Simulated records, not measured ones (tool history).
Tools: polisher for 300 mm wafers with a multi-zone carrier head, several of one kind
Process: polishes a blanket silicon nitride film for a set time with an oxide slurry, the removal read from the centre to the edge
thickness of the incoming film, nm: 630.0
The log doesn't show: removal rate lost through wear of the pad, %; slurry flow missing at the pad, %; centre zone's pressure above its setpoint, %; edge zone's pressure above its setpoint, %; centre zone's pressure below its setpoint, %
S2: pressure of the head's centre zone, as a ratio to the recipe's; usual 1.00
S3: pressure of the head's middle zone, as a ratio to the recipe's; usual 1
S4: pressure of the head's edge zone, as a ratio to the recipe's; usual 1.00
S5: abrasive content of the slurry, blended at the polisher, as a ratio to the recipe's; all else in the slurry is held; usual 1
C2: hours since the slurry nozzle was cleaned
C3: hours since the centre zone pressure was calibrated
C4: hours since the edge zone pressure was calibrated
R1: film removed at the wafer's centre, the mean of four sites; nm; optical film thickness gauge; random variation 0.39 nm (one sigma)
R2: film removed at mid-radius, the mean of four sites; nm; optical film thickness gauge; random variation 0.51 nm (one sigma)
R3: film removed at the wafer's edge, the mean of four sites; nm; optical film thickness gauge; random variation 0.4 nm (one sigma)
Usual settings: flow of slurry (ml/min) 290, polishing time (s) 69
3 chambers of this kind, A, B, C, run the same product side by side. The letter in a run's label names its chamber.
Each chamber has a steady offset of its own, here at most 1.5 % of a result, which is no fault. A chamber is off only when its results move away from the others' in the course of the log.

Run 1A, hour 7.0: usual settings; wafers polished on this pad 1114; C2 33.3; C3 421.2; C4 708.9. Result: R1 35.926 nm, R2 35.629 nm, R3 35.307 nm.
Run 2C, hour 13.0: usual settings; wafers polished on this pad 694; C2 161.7; C3 200.5; C4 325.6. Result: R1 35.273 nm, R2 36.257 nm, R3 35.628 nm.
Run 3B, hour 17.1: usual settings; wafers polished on this pad 606; C2 315.0; C3 249.7; C4 481.1. Result: R1 34.729 nm, R2 36.618 nm, R3 35.892 nm.
Run 4C, hour 20.6: usual settings; wafers polished on this pad 792; C2 169.3; C3 208.1; C4 333.2. Result: R1 35.422 nm, R2 35.278 nm, R3 35.917 nm.
At hour 24.2: chamber A: worn pad replaced by a new one.
Run 5A, hour 25.9: usual settings; wafers polished on this pad 22; C2 52.2; C3 440.1; C4 727.8. Result: R1 35.756 nm, R2 36.646 nm, R3 35.211 nm.
Run 6B, hour 31.0: usual settings; wafers polished on this pad 784; C2 328.9; C3 263.6; C4 495.0. Result: R1 35.585 nm, R2 34.826 nm, R3 35.514 nm.
At hour 31.4: chamber B: worn pad replaced by a new one.
At hour 33.8: chamber A: edge zone pressure recalibrated.
Run 7A, hour 35.6: usual settings; wafers polished on this pad 147; C2 61.9; C3 449.8; C4 1.9. Result: R1 35.655 nm, R2 35.872 nm, R3 35.443 nm.
Run 8B, hour 38.8: usual settings but S4 0.92, polishing time (s) 85; wafers polished on this pad 95; C2 336.7; C3 271.4; C4 502.8. Result: R1 43.245 nm, R2 42.917 nm, R3 42.241 nm.
Run 9C, hour 42.2: usual settings but S4 0.92, polishing time (s) 85; wafers polished on this pad 1069; C2 190.9; C3 229.7; C4 354.8. Result: R1 43.279 nm, R2 43.595 nm, R3 41.902 nm.
Run 10A, hour 46.7: usual settings but S4 0.92, polishing time (s) 85; wafers polished on this pad 290; C2 73.0; C3 460.9; C4 13.0. Result: R1 43.364 nm, R2 43.860 nm, R3 42.140 nm.
Run 11B, hour 50.7: usual settings; wafers polished on this pad 248; C2 348.6; C3 283.3; C4 514.7. Result: R1 35.505 nm, R2 35.261 nm, R3 35.528 nm.
Run 12C, hour 56.6: usual settings; wafers polished on this pad 1254; C2 205.3; C3 244.1; C4 369.2. Result: R1 35.238 nm, R2 35.235 nm, R3 35.583 nm.
Run 13B, hour 61.2: usual settings; wafers polished on this pad 383; C2 359.1; C3 293.8; C4 525.2. Result: R1 35.883 nm, R2 35.909 nm, R3 35.447 nm.
Run 14C, hour 68.3: usual settings; wafers polished on this pad 1405; C2 217.0; C3 255.8; C4 380.9. Result: R1 35.411 nm, R2 34.997 nm, R3 35.017 nm.
Run 15A, hour 71.8: usual settings; wafers polished on this pad 612; C2 98.1; C3 486.0; C4 38.1. Result: R1 34.941 nm, R2 35.960 nm, R3 35.820 nm.
Run 16C, hour 77.4: usual settings; wafers polished on this pad 1522; C2 226.1; C3 264.9; C4 390.0. Result: R1 35.009 nm, R2 34.820 nm, R3 34.984 nm.
Run 17B, hour 84.4: usual settings but S2 0.95; wafers polished on this pad 681; C2 382.3; C3 317.0; C4 548.4. Result: R1 33.866 nm, R2 35.071 nm, R3 34.916 nm.
Run 18A, hour 91.6: usual settings but S2 0.95; wafers polished on this pad 867; C2 117.9; C3 505.8; C4 57.9. Result: R1 33.594 nm, R2 35.134 nm, R3 35.212 nm.
At hour 93.6: chamber B: worn pad replaced by a new one.
Run 19B, hour 97.9: usual settings but S2 0.95; wafers polished on this pad 55; C2 395.8; C3 330.5; C4 561.9. Result: R1 34.161 nm, R2 36.056 nm, R3 35.744 nm.
Run 20A, hour 104.9: usual settings; wafers polished on this pad 1038; C2 131.2; C3 519.1; C4 71.2. Result: R1 35.255 nm, R2 35.889 nm, R3 35.932 nm.
Run 21C, hour 109.6: usual settings; wafers polished on this pad 1936; C2 258.3; C3 297.1; C4 422.2. Result: R1 33.315 nm, R2 32.767 nm, R3 33.029 nm.
Run 22C, hour 115.0: usual settings; wafers polished on this pad 2005; C2 263.7; C3 302.5; C4 427.6. Result: R1 33.265 nm, R2 33.026 nm, R3 33.128 nm.
Run 23A, hour 120.1: usual settings; wafers polished on this pad 1233; C2 146.4; C3 534.3; C4 86.4. Result: R1 35.379 nm, R2 34.956 nm, R3 34.966 nm.
Run 24B, hour 126.7: usual settings; wafers polished on this pad 425; C2 424.6; C3 359.3; C4 590.7. Result: R1 34.927 nm, R2 36.372 nm, R3 35.859 nm.
Run 25A, hour 133.6: usual settings; wafers polished on this pad 1407; C2 159.9; C3 547.8; C4 99.9. Result: R1 35.626 nm, R2 35.091 nm, R3 35.098 nm.
Run 26C, hour 138.7: usual settings; wafers polished on this pad 2310; C2 287.4; C3 326.2; C4 451.3. Result: R1 31.609 nm, R2 32.206 nm, R3 31.358 nm.
Run 27B, hour 143.6: usual settings; wafers polished on this pad 642; C2 441.5; C3 376.2; C4 607.6. Result: R1 35.037 nm, R2 35.785 nm, R3 35.080 nm.
Run 28B, hour 149.2: usual settings; wafers polished on this pad 714; C2 447.1; C3 381.8; C4 613.2. Result: R1 35.959 nm, R2 35.728 nm, R3 35.607 nm.

Next, every chamber runs the same settings. What will each give?
Run 29A, hour 154.4: usual settings. Result: R1 ?, R2 ?, R3 ?.
Run 29B, hour 154.4: usual settings. Result: R1 ?, R2 ?, R3 ?.
Run 29C, hour 154.4: usual settings. Result: R1 ?, R2 ?, R3 ?.

run      R1      R2      R3
29A  35.396  35.982  35.259
29B  35.480  35.423  35.071
29C  31.009  31.387  31.369
